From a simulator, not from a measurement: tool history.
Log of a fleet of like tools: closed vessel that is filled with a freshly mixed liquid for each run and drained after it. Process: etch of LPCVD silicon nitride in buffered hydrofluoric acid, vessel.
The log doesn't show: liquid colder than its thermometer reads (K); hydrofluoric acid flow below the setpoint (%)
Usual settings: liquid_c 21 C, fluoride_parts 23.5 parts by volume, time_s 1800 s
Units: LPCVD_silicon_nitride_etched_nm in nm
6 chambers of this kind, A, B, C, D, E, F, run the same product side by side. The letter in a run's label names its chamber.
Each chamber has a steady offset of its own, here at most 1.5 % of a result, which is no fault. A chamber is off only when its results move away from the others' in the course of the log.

run   hour  liquid_c  fluoride_parts  time_s  hours since the thermometer was replaced  hours since the hydrofluoric acid flow meter was replaced  read-back film thickness of the LPCVD silicon nitride reference wafer, read on the same gauge (nm)  LPCVD_silicon_nitride_etched_nm
 1A      5        21            23.5    1800                                     628.1                                                      468.3                                                                                              119.97                           10.168
 2D   12.3        21            23.5    1800                                      51.8                                                      183.5                                                                                                 120                           10.163
 3B     19        21            23.5    1800                                     109.8                                                     1390.2                                                                                              119.99                           10.214
 4F   27.5        21            23.5    1800                                     982.8                                                      165.6                                                                                              120.01                           10.147
 5E   32.3        21            23.5    1800                                     766.3                                                      284.1                                                                                              120.01                            10.14
 6C   39.9        21            23.5    1800                                    1607.9                                                     1330.2                                                                                              120.02                           10.083
 7D   46.2        21            23.5    1800                                      85.7                                                      217.4                                                                                              119.99                           10.068
 8F   50.8        21            23.5    1800                                    1006.1                                                      188.9                                                                                              120.02                           10.159
 9E   59.4        21            23.5    1800                                     793.4                                                      311.2                                                                                              119.99                           10.167
10A   67.8        21            23.5    1800                                     690.9                                                      531.1                                                                                              120.01                           10.082
11C   76.6        25            23.5    1800                                    1644.6                                                     1366.9                                                                                                 120                           12.526
12B   83.2        25            23.5    1800                                       174                                                     1454.4                                                                                              119.99                           12.675
13F   87.9        25            23.5    1800                                    1043.2                                                        226                                                                                              119.99                           12.487
14B   92.7        25            23.5    1800                                     183.5                                                     1463.9                                                                                              120.01                           12.859
15A   99.3        25            23.5    1800                                     722.4                                                      562.6                                                                                                 120                            12.56
16D  103.6        25            23.5    1800                                     143.1                                                      274.8                                                                                              120.01                           12.606
17E  111.2        23            23.5    1430                                     845.2                                                        363                                                                                              119.99                           9.0071
18C  119.7        23            23.5    1430                                    1687.7                                                       1410                                                                                                 120                           8.9259
19B  127.5        23            23.5    1430                                     218.3                                                     1498.7                                                                                              119.99                           9.0863
20D  134.8        23            23.5    1430                                     174.3                                                        306                                                                                              120.01                           8.9633
21C  143.1        23            23.5    1430                                    1711.1                                                     1433.4                                                                                                 120                           9.0378
22F  148.7        23            23.5    1430                                      1104                                                      286.8                                                                                                 120                           8.9407
23A    157        21            23.5    1800                                     780.1                                                      620.3                                                                                                 120                           10.045
24E  164.4        21            23.5    1800                                     898.4                                                      416.2                                                                                              120.01                           10.175
25E  169.7        21            23.5    1800                                     903.7                                                      421.5                                                                                                 120                           10.079
26B  176.6        21            23.5    1800                                     267.4                                                     1547.8                                                                                              120.02                           10.229
27F  183.4        21            23.5    1800                                    1138.7                                                      321.5                                                                                                 120                           10.085
28D  188.9        21            23.5    1800                                     228.4                                                      360.1                                                                                              120.03                           10.129
29A    193        23              18    1800                                     816.1                                                      656.3                                                                                                 120                           13.987
30C  198.5        23              18    1800                                    1766.5                                                     1488.8                                                                                              120.01                           14.024
31D  207.5        23              18    1800                                       247                                                      378.7                                                                                                 120                           14.022
32F  213.7        23              18    1800                                      1169                                                      351.8                                                                                              120.02                           13.946
33C  218.4        23              18    1800                                    1786.4                                                     1508.7                                                                                                 120                           13.917
34B  227.4        23              18    1800                                     318.2                                                     1598.6                                                                                                 120                           14.201
35E  233.3        21            23.5    1800                                     967.3                                                      485.1                                                                                              119.99                           10.059
36A  241.7        21            23.5    1800                                     864.8                                                        705                                                                                              120.01                           10.171
37A  249.3        21            23.5    1800                                     872.4                                                      712.6                                                                                                 120                           10.147
38E  256.5        21            23.5    1800                                     990.5                                                      508.3                                                                                              119.98                           10.077

Is one chamber off against the others, does the gauge drift, or is nothing wrong? If a chamber is off, say which, and what the likeliest cause is.

No chamber stands off beyond its own small offset, and the gauge holds steady.
